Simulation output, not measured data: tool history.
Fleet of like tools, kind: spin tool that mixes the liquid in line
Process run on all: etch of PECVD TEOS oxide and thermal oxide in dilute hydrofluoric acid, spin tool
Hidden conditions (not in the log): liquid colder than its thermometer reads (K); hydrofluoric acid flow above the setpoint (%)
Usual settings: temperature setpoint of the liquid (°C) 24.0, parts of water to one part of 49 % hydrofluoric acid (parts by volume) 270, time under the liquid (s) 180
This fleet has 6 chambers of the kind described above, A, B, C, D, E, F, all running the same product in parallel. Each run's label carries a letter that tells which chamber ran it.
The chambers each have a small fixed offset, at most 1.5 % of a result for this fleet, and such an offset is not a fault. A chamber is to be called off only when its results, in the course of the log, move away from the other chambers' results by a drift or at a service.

| run | hour | temperature setpoint of the liquid (°C) | parts of water to one part of 49 % hydrofluoric acid (parts by volume) | time under the liquid (s) | hours since the thermometer was replaced | hours since the hydrofluoric acid flow meter was replaced | read-back film thickness of the PECVD TEOS oxide reference wafer, read on the same gauge (nm) | read-back film thickness of the thermal oxide reference wafer, read on the same gauge (nm) | thickness taken off the PECVD TEOS oxide on a monitor wafer (angstrom) | thickness taken off the thermal oxide on a monitor wafer (angstrom) |
|---|---|---|---|---|---|---|---|---|---|---|
| 1D | 5.6 | 24.0 | 270 | 180 | 1017.1 | 1182.8 | 60.008 | 49.995 | 46.800 | 25.895 |
|  | 9.6 | chamber D: thermometer replaced |
| 2B | 12.3 | 24.0 | 270 | 180 | 186.7 | 72.0 | 60.013 | 50.002 | 46.816 | 25.233 |
| 3A | 19.0 | 24.0 | 270 | 180 | 798.4 | 240.8 | 59.944 | 49.993 | 47.378 | 25.400 |
| 4F | 25.8 | 24.0 | 270 | 180 | 2285.3 | 1677.1 | 59.984 | 50.034 | 48.125 | 25.523 |
| 5E | 32.7 | 24.0 | 270 | 180 | 958.5 | 212.6 | 60.043 | 50.027 | 47.017 | 26.214 |
| 6C | 37.3 | 24.0 | 270 | 180 | 584.9 | 785.6 | 59.955 | 49.987 | 46.698 | 25.622 |
| 7B | 43.7 | 24.0 | 270 | 180 | 218.1 | 103.4 | 59.998 | 49.993 | 47.233 | 25.956 |
| 8E | 47.8 | 24.0 | 270 | 180 | 973.6 | 227.7 | 59.973 | 50.013 | 47.253 | 25.776 |
| 9C | 51.7 | 24.0 | 270 | 180 | 599.3 | 800.0 | 59.993 | 50.011 | 46.855 | 25.801 |
| 10D | 55.7 | 24.0 | 145 | 180 | 46.2 | 1232.9 | 60.009 | 50.013 | 101.780 | 54.418 |
| 11A | 60.8 | 24.0 | 145 | 180 | 840.2 | 282.6 | 59.994 | 50.013 | 101.990 | 55.840 |
| 12F | 66.7 | 24.0 | 145 | 180 | 2326.2 | 1718.0 | 60.010 | 49.946 | 99.975 | 52.935 |
| 13F | 71.7 | 24.0 | 145 | 180 | 2331.2 | 1723.0 | 60.035 | 50.046 | 99.621 | 54.585 |
| 14C | 78.6 | 24.0 | 145 | 180 | 626.2 | 826.9 | 60.008 | 49.988 | 98.983 | 53.878 |
| 15E | 82.4 | 24.0 | 145 | 180 | 1008.2 | 262.3 | 60.013 | 50.039 | 99.127 | 55.326 |
| 16D | 86.0 | 24.0 | 270 | 180 | 76.5 | 1263.2 | 60.004 | 49.966 | 47.218 | 25.160 |
| 17A | 90.1 | 27.5 | 270 | 230 | 869.5 | 311.9 | 60.040 | 50.006 | 67.860 | 36.881 |
| 18B | 93.7 | 27.5 | 270 | 230 | 268.1 | 153.4 | 60.012 | 49.981 | 68.223 | 36.016 |
| 19A | 99.3 | 27.5 | 270 | 230 | 878.7 | 321.1 | 59.994 | 50.001 | 67.829 | 37.128 |
| 20B | 104.1 | 27.5 | 270 | 230 | 278.5 | 163.8 | 59.998 | 49.990 | 68.133 | 36.188 |
| 21F | 107.8 | 27.5 | 270 | 230 | 2367.3 | 1759.1 | 60.016 | 50.024 | 68.436 | 37.158 |
| 22C | 113.9 | 27.5 | 270 | 230 | 661.5 | 862.2 | 59.988 | 50.016 | 67.417 | 37.204 |
| 23D | 117.3 | 24.0 | 270 | 180 | 107.8 | 1294.5 | 59.987 | 50.001 | 46.757 | 26.155 |
| 24E | 122.5 | 24.0 | 270 | 180 | 1048.3 | 302.4 | 59.978 | 50.000 | 46.893 | 25.623 |
|  | 122.7 | chamber C: thermometer replaced |
| 25C | 127.9 | 24.0 | 270 | 180 | 5.2 | 876.2 | 60.013 | 50.032 | 47.041 | 26.131 |
| 26D | 134.1 | 24.0 | 270 | 180 | 124.6 | 1311.3 | 59.994 | 49.999 | 47.217 | 25.541 |
| 27A | 140.1 | 24.0 | 270 | 180 | 919.5 | 361.9 | 59.928 | 50.002 | 46.654 | 24.976 |
| 28B | 144.4 | 24.0 | 270 | 180 | 318.8 | 204.1 | 60.003 | 49.976 | 47.224 | 25.055 |
| 29F | 151.1 | 24.0 | 270 | 180 | 2410.6 | 1802.4 | 59.953 | 49.999 | 48.312 | 25.619 |
| 30E | 154.4 | 22.0 | 270 | 180 | 1080.2 | 334.3 | 59.922 | 50.039 | 44.341 | 24.266 |
| 31D | 161.8 | 22.0 | 270 | 180 | 152.3 | 1339.0 | 60.016 | 49.954 | 43.960 | 23.431 |
| 32C | 168.8 | 22.0 | 270 | 180 | 46.1 | 917.1 | 60.021 | 49.990 | 43.940 | 23.589 |
| 33B | 172.8 | 22.0 | 270 | 180 | 347.2 | 232.5 | 59.967 | 49.993 | 44.016 | 24.061 |
| 34E | 178.8 | 22.0 | 270 | 180 | 1104.6 | 358.7 | 60.005 | 50.021 | 43.855 | 24.190 |
| 35F | 185.3 | 22.0 | 270 | 180 | 2444.8 | 1836.6 | 59.995 | 49.997 | 44.280 | 24.195 |
| 36A | 189.6 | 26.5 | 155 | 180 | 969.0 | 411.4 | 59.982 | 49.987 | 102.800 | 56.446 |
| 37B | 194.5 | 26.5 | 155 | 180 | 368.9 | 254.2 | 60.022 | 49.985 | 100.720 | 53.743 |
| 38F | 199.3 | 26.5 | 155 | 180 | 2458.8 | 1850.6 | 59.995 | 50.054 | 100.920 | 55.266 |

Decide between three cases: one chamber stands off from its peers, the gauge reading all wafers drifts, or nothing is wrong past each chamber's small offset. Where a chamber is off, say which and what most likely put it there.

Beyond each chamber's small constant offset nothing stands out, and the gauge stays steady.

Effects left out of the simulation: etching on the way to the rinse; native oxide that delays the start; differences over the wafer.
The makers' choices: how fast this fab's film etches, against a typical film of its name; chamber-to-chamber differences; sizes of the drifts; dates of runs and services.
